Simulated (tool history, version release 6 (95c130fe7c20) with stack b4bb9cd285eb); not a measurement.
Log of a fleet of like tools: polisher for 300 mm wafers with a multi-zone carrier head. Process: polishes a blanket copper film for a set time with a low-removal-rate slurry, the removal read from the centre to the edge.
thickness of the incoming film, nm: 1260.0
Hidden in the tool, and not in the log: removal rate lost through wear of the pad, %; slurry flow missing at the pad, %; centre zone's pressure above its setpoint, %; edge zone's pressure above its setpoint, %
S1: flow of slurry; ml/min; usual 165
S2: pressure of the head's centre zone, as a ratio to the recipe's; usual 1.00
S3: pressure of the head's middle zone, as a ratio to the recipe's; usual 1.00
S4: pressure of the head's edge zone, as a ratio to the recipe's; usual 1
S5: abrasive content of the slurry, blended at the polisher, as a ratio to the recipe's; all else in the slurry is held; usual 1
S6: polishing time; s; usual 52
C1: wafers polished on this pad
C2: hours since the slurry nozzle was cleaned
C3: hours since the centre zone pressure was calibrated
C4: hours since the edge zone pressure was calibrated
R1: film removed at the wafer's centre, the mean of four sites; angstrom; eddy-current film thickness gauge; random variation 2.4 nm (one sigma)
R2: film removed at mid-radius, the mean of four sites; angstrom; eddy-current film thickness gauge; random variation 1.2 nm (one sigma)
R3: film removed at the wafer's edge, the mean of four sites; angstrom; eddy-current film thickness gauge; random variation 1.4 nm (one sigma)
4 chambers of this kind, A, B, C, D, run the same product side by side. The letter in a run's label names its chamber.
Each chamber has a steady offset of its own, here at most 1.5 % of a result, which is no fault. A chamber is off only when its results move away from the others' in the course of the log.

At hour 4.5: chamber B: centre zone pressure recalibrated.
At hour 10.7: chamber B: worn pad replaced by a new one.
Run 1D, hour 15.8: usual settings; C1 848; C2 170.3; C3 480.7; C4 230.0. Result: R1 1684.6 angstrom, R2 1734.6 angstrom, R3 1741.8 angstrom.
Run 2C, hour 25.0: usual settings; C1 675; C2 25.7; C3 380.3; C4 710.4. Result: R1 1709.5 angstrom, R2 1721.0 angstrom, R3 1735.2 angstrom.
Run 3B, hour 32.3: usual settings; C1 319; C2 54.5; C3 27.8; C4 428.8. Result: R1 1763.4 angstrom, R2 1725.0 angstrom, R3 1715.5 angstrom.
At hour 38.0: chamber C: worn pad replaced by a new one.
Run 4A, hour 41.0: usual settings; C1 860; C2 754.6; C3 842.5; C4 406.7. Result: R1 1763.3 angstrom, R2 1723.4 angstrom, R3 1712.6 angstrom.
At hour 45.5: chamber A: worn pad replaced by a new one.
Run 5A, hour 53.6: usual settings; C1 119; C2 767.2; C3 855.1; C4 419.3. Result: R1 1707.7 angstrom, R2 1716.6 angstrom, R3 1677.9 angstrom.
Run 6C, hour 67.8: usual settings; C1 439; C2 68.5; C3 423.1; C4 753.2. Result: R1 1723.1 angstrom, R2 1706.8 angstrom, R3 1731.3 angstrom.
At hour 72.1: chamber B: worn pad replaced by a new one.
Run 7D, hour 83.0: usual settings; C1 1838; C2 237.5; C3 547.9; C4 297.2. Result: R1 1722.1 angstrom, R2 1732.1 angstrom, R3 1738.2 angstrom.
Run 8B, hour 92.3: usual settings; C1 298; C2 114.5; C3 87.8; C4 488.8. Result: R1 1776.1 angstrom, R2 1720.1 angstrom, R3 1712.9 angstrom.
At hour 96.3: chamber C: worn pad replaced by a new one.
At hour 102.8: chamber A: worn pad replaced by a new one.
Run 9C, hour 103.1: usual settings but S3 0.88; C1 101; C2 103.8; C3 458.4; C4 788.5. Result: R1 1714.9 angstrom, R2 1539.1 angstrom, R3 1739.3 angstrom.
Run 10D, hour 112.1: usual settings but S3 0.88; C1 2267; C2 266.6; C3 577.0; C4 326.3. Result: R1 1745.6 angstrom, R2 1537.8 angstrom, R3 1751.2 angstrom.
Run 11A, hour 126.0: usual settings but S3 0.88; C1 342; C2 839.6; C3 927.5; C4 491.7. Result: R1 1671.6 angstrom, R2 1507.0 angstrom, R3 1713.0 angstrom.
Run 12B, hour 135.2: usual settings but S3 0.88; C1 930; C2 157.4; C3 130.7; C4 531.7. Result: R1 1741.9 angstrom, R2 1549.2 angstrom, R3 1728.5 angstrom.
Run 13D, hour 145.2: usual settings; C1 2755; C2 299.7; C3 610.1; C4 359.4. Result: R1 1699.4 angstrom, R2 1715.6 angstrom, R3 1737.9 angstrom.
At hour 150.4: chamber B: worn pad replaced by a new one.
Run 14B, hour 153.3: usual settings; C1 42; C2 175.5; C3 148.8; C4 549.8. Result: R1 1728.1 angstrom, R2 1745.5 angstrom, R3 1734.1 angstrom.
At hour 155.5: chamber A: slurry nozzle cleaned.
At hour 160.2: chamber C: worn pad replaced by a new one.
Run 15C, hour 166.8: usual settings; C1 98; C2 167.5; C3 522.1; C4 852.2. Result: R1 1710.8 angstrom, R2 1722.3 angstrom, R3 1719.7 angstrom.
At hour 167.4: chamber D: edge zone pressure recalibrated.
At hour 168.1: chamber A: worn pad replaced by a new one.
Run 16A, hour 181.7: usual settings; C1 200; C2 26.2; C3 983.2; C4 547.4. Result: R1 1705.8 angstrom, R2 1694.3 angstrom, R3 1719.1 angstrom.
At hour 194.0: chamber D: slurry nozzle cleaned.
Run 17A, hour 197.1: usual settings but S2 0.92; C1 427; C2 41.6; C3 998.6; C4 562.8. Result: R1 1565.4 angstrom, R2 1741.4 angstrom, R3 1702.8 angstrom.
Run 18B, hour 211.0: usual settings but S2 0.92; C1 893; C2 233.2; C3 206.5; C4 607.5. Result: R1 1574.8 angstrom, R2 1711.6 angstrom, R3 1707.4 angstrom.
At hour 221.7: chamber B: worn pad replaced by a new one.
At hour 222.8: chamber C: worn pad replaced by a new one.
Run 19C, hour 227.0: usual settings but S2 0.92; C1 62; C2 227.7; C3 582.3; C4 912.4. Result: R1 1591.2 angstrom, R2 1746.2 angstrom, R3 1739.7 angstrom.
At hour 236.9: chamber A: worn pad replaced by a new one.
Run 20D, hour 243.0: usual settings but S2 0.92; C1 4196; C2 49.1; C3 707.9; C4 75.7. Result: R1 1505.3 angstrom, R2 1630.6 angstrom, R3 1641.3 angstrom.
Run 21C, hour 251.1: usual settings; C1 417; C2 251.8; C3 606.4; C4 936.5. Result: R1 1773.8 angstrom, R2 1723.7 angstrom, R3 1725.4 angstrom.
Run 22A, hour 260.7: usual settings; C1 350; C2 105.2; C3 1062.2; C4 626.4. Result: R1 1714.8 angstrom, R2 1723.8 angstrom, R3 1688.3 angstrom.
Run 23D, hour 274.8: usual settings; C1 4664; C2 80.9; C3 739.7; C4 107.5. Result: R1 1584.7 angstrom, R2 1626.0 angstrom, R3 1633.0 angstrom.
Run 24B, hour 284.1: usual settings; C1 920; C2 306.3; C3 279.6; C4 680.6. Result: R1 1783.3 angstrom, R2 1691.7 angstrom, R3 1706.0 angstrom.
At hour 286.9: chamber C: slurry nozzle cleaned.
At hour 291.1: chamber C: worn pad replaced by a new one.
Run 25D, hour 297.5: usual settings; C1 4999; C2 103.6; C3 762.4; C4 130.2. Result: R1 1579.1 angstrom, R2 1609.3 angstrom, R3 1598.4 angstrom.
At hour 306.2: chamber A: worn pad replaced by a new one.
Run 26C, hour 311.9: usual settings but S3 1.09; C1 306; C2 25.0; C3 667.2; C4 997.3. Result: R1 1743.5 angstrom, R2 1862.6 angstrom, R3 1751.9 angstrom.
Run 27A, hour 320.3: usual settings but S3 1.09; C1 208; C2 164.8; C3 1121.8; C4 686.0. Result: R1 1767.5 angstrom, R2 1833.2 angstrom, R3 1700.7 angstrom.

All 4 chambers run these settings next. Forecast each chamber's results:
Run 28A, hour 331.9: usual settings but S2 0.96. Result: R1 ?, R2 ?, R3 ?.
Run 28B, hour 331.9: usual settings but S2 0.96. Result: R1 ?, R2 ?, R3 ?.
Run 28C, hour 331.9: usual settings but S2 0.96. Result: R1 ?, R2 ?, R3 ?.
Run 28D, hour 331.9: usual settings but S2 0.96. Result: R1 ?, R2 ?, R3 ?.

run      R1      R2      R3
28A  1660.2  1726.2  1699.8
28B  1659.0  1717.5  1704.2
28C  1657.1  1741.0  1721.4
28D  1496.0  1596.5  1577.8
